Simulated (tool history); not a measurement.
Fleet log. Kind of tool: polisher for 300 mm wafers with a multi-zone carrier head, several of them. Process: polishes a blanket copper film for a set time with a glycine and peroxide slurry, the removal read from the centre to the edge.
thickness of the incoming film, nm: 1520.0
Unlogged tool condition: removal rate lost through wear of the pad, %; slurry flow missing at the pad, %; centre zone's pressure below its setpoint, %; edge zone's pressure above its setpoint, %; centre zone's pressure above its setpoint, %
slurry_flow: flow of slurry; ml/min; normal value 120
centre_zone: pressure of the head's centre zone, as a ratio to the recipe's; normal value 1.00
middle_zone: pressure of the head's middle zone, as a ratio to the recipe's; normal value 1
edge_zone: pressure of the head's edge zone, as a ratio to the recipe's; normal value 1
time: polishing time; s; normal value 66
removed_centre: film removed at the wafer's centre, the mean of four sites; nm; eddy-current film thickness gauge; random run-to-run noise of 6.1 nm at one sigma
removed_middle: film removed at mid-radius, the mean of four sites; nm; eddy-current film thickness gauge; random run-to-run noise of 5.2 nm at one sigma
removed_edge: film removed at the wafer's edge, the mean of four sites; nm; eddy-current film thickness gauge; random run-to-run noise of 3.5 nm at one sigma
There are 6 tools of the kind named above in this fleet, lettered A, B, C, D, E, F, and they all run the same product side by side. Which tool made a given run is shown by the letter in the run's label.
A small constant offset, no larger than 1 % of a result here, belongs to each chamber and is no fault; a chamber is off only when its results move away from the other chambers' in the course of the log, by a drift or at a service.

| run | hour | slurry_flow | centre_zone | middle_zone | edge_zone | time | wafers polished on this pad | hours since the slurry nozzle was cleaned | hours since the centre zone pressure was calibrated | hours since the edge zone pressure was calibrated | removed_centre | removed_middle | removed_edge |
|---|---|---|---|---|---|---|---|---|---|---|---|---|---|
|  | 1.2 | chamber F: centre zone pressure recalibrated |
|  | 3.9 | chamber A: worn pad replaced by a new one |
| 1E | 11.7 | 120 | 1.00 | 1 | 1 | 66 | 195 | 285.9 | 164.8 | 411.1 | 418.36 | 423.82 | 423.34 |
|  | 12.5 | chamber C: worn pad replaced by a new one |
|  | 18.3 | chamber C: edge zone pressure recalibrated |
| 2B | 23.9 | 120 | 1.00 | 1 | 1 | 66 | 1493 | 211.6 | 1115.4 | 776.3 | 421.43 | 418.78 | 428.82 |
|  | 29.5 | chamber B: worn pad replaced by a new one |
| 3D | 34.7 | 120 | 1.00 | 1 | 1 | 66 | 665 | 142.4 | 296.2 | 607.9 | 420.72 | 422.56 | 422.50 |
| 4C | 45.3 | 120 | 1.00 | 1 | 1 | 66 | 508 | 322.9 | 247.8 | 27.1 | 417.56 | 418.29 | 435.59 |
| 5F | 53.9 | 120 | 1.00 | 1 | 1 | 66 | 1158 | 278.6 | 52.8 | 333.8 | 425.96 | 431.42 | 430.70 |
| 6A | 62.2 | 120 | 1.00 | 1 | 1 | 66 | 901 | 458.8 | 992.1 | 868.8 | 421.06 | 427.33 | 423.15 |
|  | 71.2 | chamber F: slurry nozzle cleaned |
|  | 72.0 | chamber D: worn pad replaced by a new one |
| 7D | 76.8 | 120 | 1.00 | 1 | 1 | 66 | 75 | 184.5 | 338.3 | 650.0 | 430.69 | 417.21 | 429.57 |
|  | 80.9 | chamber F: worn pad replaced by a new one |
|  | 83.1 | chamber F: edge zone pressure recalibrated |
|  | 84.3 | chamber C: slurry nozzle cleaned |
| 8A | 87.3 | 105 | 1.07 | 1 | 1 | 66 | 1290 | 483.9 | 1017.2 | 893.9 | 441.84 | 411.09 | 419.03 |
|  | 94.6 | chamber E: worn pad replaced by a new one |
|  | 97.8 | chamber A: worn pad replaced by a new one |
| 9F | 99.1 | 105 | 1.07 | 1 | 1 | 66 | 282 | 27.9 | 98.0 | 16.1 | 444.93 | 413.82 | 419.30 |
|  | 102.2 | chamber C: worn pad replaced by a new one |
|  | 105.1 | chamber A: centre zone pressure recalibrated |
| 10C | 108.7 | 105 | 1.07 | 1 | 1 | 66 | 101 | 24.4 | 311.2 | 90.5 | 447.10 | 401.75 | 419.60 |
| 11B | 118.1 | 105 | 1.07 | 1 | 1 | 66 | 1370 | 305.8 | 1209.6 | 870.5 | 445.85 | 406.58 | 414.20 |
| 12E | 125.3 | 105 | 1.07 | 1 | 1 | 66 | 475 | 399.5 | 278.4 | 524.7 | 431.82 | 405.13 | 417.88 |
|  | 129.2 | chamber B: worn pad replaced by a new one |
|  | 130.8 | chamber D: slurry nozzle cleaned |
| 13B | 137.7 | 105 | 1.07 | 1 | 1 | 66 | 132 | 325.4 | 1229.2 | 890.1 | 441.48 | 405.59 | 416.85 |
| 14A | 144.4 | 120 | 1.00 | 1 | 1 | 66 | 721 | 541.0 | 39.4 | 951.0 | 432.57 | 433.36 | 433.39 |
| 15E | 152.0 | 120 | 1.00 | 1 | 1 | 52 | 889 | 426.2 | 305.1 | 551.4 | 334.69 | 334.34 | 332.34 |
|  | 166.4 | chamber D: worn pad replaced by a new one |
| 16C | 166.5 | 120 | 1.00 | 1 | 1 | 52 | 996 | 82.2 | 369.0 | 148.3 | 329.40 | 339.43 | 343.57 |
|  | 172.7 | chamber E: worn pad replaced by a new one |
|  | 176.5 | chamber F: worn pad replaced by a new one |
| 17F | 179.9 | 120 | 1.00 | 1 | 1 | 52 | 53 | 108.7 | 178.8 | 96.9 | 338.27 | 339.52 | 335.12 |
|  | 181.2 | chamber B: centre zone pressure recalibrated |
|  | 183.1 | chamber D: centre zone pressure recalibrated |
|  | 185.0 | chamber C: worn pad replaced by a new one |
|  | 193.1 | chamber E: slurry nozzle cleaned |
| 18D | 194.6 | 120 | 1.00 | 1 | 1 | 52 | 437 | 63.9 | 11.6 | 767.8 | 330.94 | 343.20 | 334.79 |
|  | 198.1 | chamber A: worn pad replaced by a new one |
| 19A | 204.7 | 120 | 1.00 | 1 | 1 | 52 | 102 | 601.3 | 99.7 | 1011.3 | 335.73 | 338.14 | 333.84 |
|  | 207.3 | chamber B: edge zone pressure recalibrated |
|  | 217.3 | chamber A: edge zone pressure recalibrated |
| 20E | 219.5 | 120 | 1.00 | 1 | 1 | 52 | 724 | 26.4 | 372.6 | 618.9 | 329.97 | 334.71 | 335.09 |
|  | 225.5 | chamber A: slurry nozzle cleaned |
|  | 231.5 | chamber B: worn pad replaced by a new one |
| 21D | 232.4 | 120 | 1.00 | 1 | 1 | 66 | 1021 | 101.7 | 49.4 | 805.6 | 432.83 | 422.17 | 429.70 |
| 22C | 243.1 | 120 | 1.00 | 1 | 1 | 66 | 899 | 158.8 | 445.6 | 224.9 | 434.73 | 427.09 | 434.49 |
| 23B | 250.8 | 120 | 1.00 | 1 | 1 | 66 | 299 | 438.5 | 69.6 | 43.6 | 408.57 | 439.96 | 427.22 |
| 24F | 257.6 | 120 | 1.00 | 1 | 1 | 66 | 1255 | 186.4 | 256.5 | 174.6 | 421.78 | 429.14 | 429.12 |
|  | 261.8 | chamber E: worn pad replaced by a new one |
|  | 266.7 | chamber D: worn pad replaced by a new one |
|  | 267.6 | chamber F: worn pad replaced by a new one |
| 25F | 267.6 | 120 | 1.00 | 1 | 1 | 66 | 1 | 196.4 | 266.5 | 184.6 | 432.85 | 424.40 | 426.73 |
| 26A | 274.6 | 120 | 1.00 | 1 | 1 | 66 | 1183 | 49.2 | 169.6 | 57.3 | 428.27 | 426.38 | 426.80 |
|  | 279.1 | chamber A: worn pad replaced by a new one |
|  | 285.8 | chamber C: worn pad replaced by a new one |
| 27D | 288.1 | 120 | 1.00 | 1 | 1 | 66 | 331 | 157.4 | 105.1 | 861.3 | 413.07 | 417.94 | 426.81 |
| 28E | 297.1 | 120 | 1.00 | 1 | 1 | 66 | 546 | 104.0 | 450.2 | 696.5 | 416.53 | 425.95 | 426.60 |
| 29C | 307.9 | 120 | 1.00 | 1 | 1 | 66 | 342 | 223.6 | 510.4 | 289.7 | 424.28 | 414.98 | 436.90 |
| 30B | 320.7 | 120 | 1.00 | 1 | 1 | 66 | 1380 | 508.4 | 139.5 | 113.5 | 424.70 | 426.95 | 428.49 |
|  | 322.1 | chamber B: worn pad replaced by a new one |
| 31E | 331.5 | 120 | 1.00 | 1 | 1 | 66 | 1078 | 138.4 | 484.6 | 730.9 | 423.88 | 418.16 | 424.06 |
|  | 343.3 | chamber E: worn pad replaced by a new one |
| 32C | 343.8 | 145 | 1.00 | 1 | 1 | 66 | 898 | 259.5 | 546.3 | 325.6 | 445.14 | 435.53 | 439.12 |
|  | 348.1 | chamber D: worn pad replaced by a new one |
|  | 351.5 | chamber F: worn pad replaced by a new one |
|  | 351.7 | chamber F: slurry nozzle cleaned |
| 33B | 354.7 | 145 | 1.00 | 1 | 1 | 66 | 504 | 542.4 | 173.5 | 147.5 | 442.76 | 453.02 | 437.32 |
|  | 362.9 | chamber A: worn pad replaced by a new one |
| 34D | 364.1 | 145 | 1.00 | 1 | 1 | 66 | 249 | 233.4 | 181.1 | 937.3 | 452.79 | 444.14 | 438.16 |
|  | 364.4 | chamber C: slurry nozzle cleaned |
| 35A | 376.6 | 145 | 1.00 | 1 | 1 | 66 | 212 | 151.2 | 271.6 | 159.3 | 444.17 | 440.90 | 439.25 |
|  | 377.4 | chamber C: worn pad replaced by a new one |
|  | 378.8 | chamber B: slurry nozzle cleaned |
|  | 385.9 | chamber D: slurry nozzle cleaned |
| 36F | 388.8 | 145 | 1.00 | 1 | 1 | 66 | 577 | 37.2 | 387.7 | 305.8 | 452.55 | 448.02 | 446.23 |
| 37C | 396.3 | 145 | 1.00 | 1 | 1 | 66 | 292 | 32.0 | 598.8 | 378.1 | 447.31 | 442.24 | 437.68 |
|  | 406.4 | chamber E: edge zone pressure recalibrated |
| 38F | 406.6 | 120 | 1.00 | 1 | 1 | 66 | 853 | 55.0 | 405.5 | 323.6 | 424.28 | 422.70 | 432.53 |
| 39D | 413.3 | 120 | 1.00 | 1 | 1 | 66 | 1010 | 27.5 | 230.3 | 986.5 | 427.49 | 421.20 | 424.01 |
|  | 423.2 | chamber B: worn pad replaced by a new one |
| 40E | 426.7 | 120 | 1.00 | 1 | 1 | 66 | 1291 | 233.6 | 579.8 | 20.3 | 420.10 | 421.79 | 422.90 |
| 41B | 441.4 | 120 | 1.00 | 1 | 1 | 66 | 282 | 62.7 | 260.2 | 234.2 | 432.77 | 428.27 | 427.19 |
| 42A | 455.9 | 120 | 1.00 | 1 | 1 | 66 | 1439 | 230.5 | 350.9 | 238.6 | 434.51 | 433.91 | 426.49 |

Decide between three cases: one chamber stands off from its peers, the gauge reading all wafers drifts, or nothing is wrong past each chamber's small offset. Where a chamber is off, say which and what most likely put it there.

The fleet is healthy, with each chamber sitting at its usual small offset and no drift in the gauge.
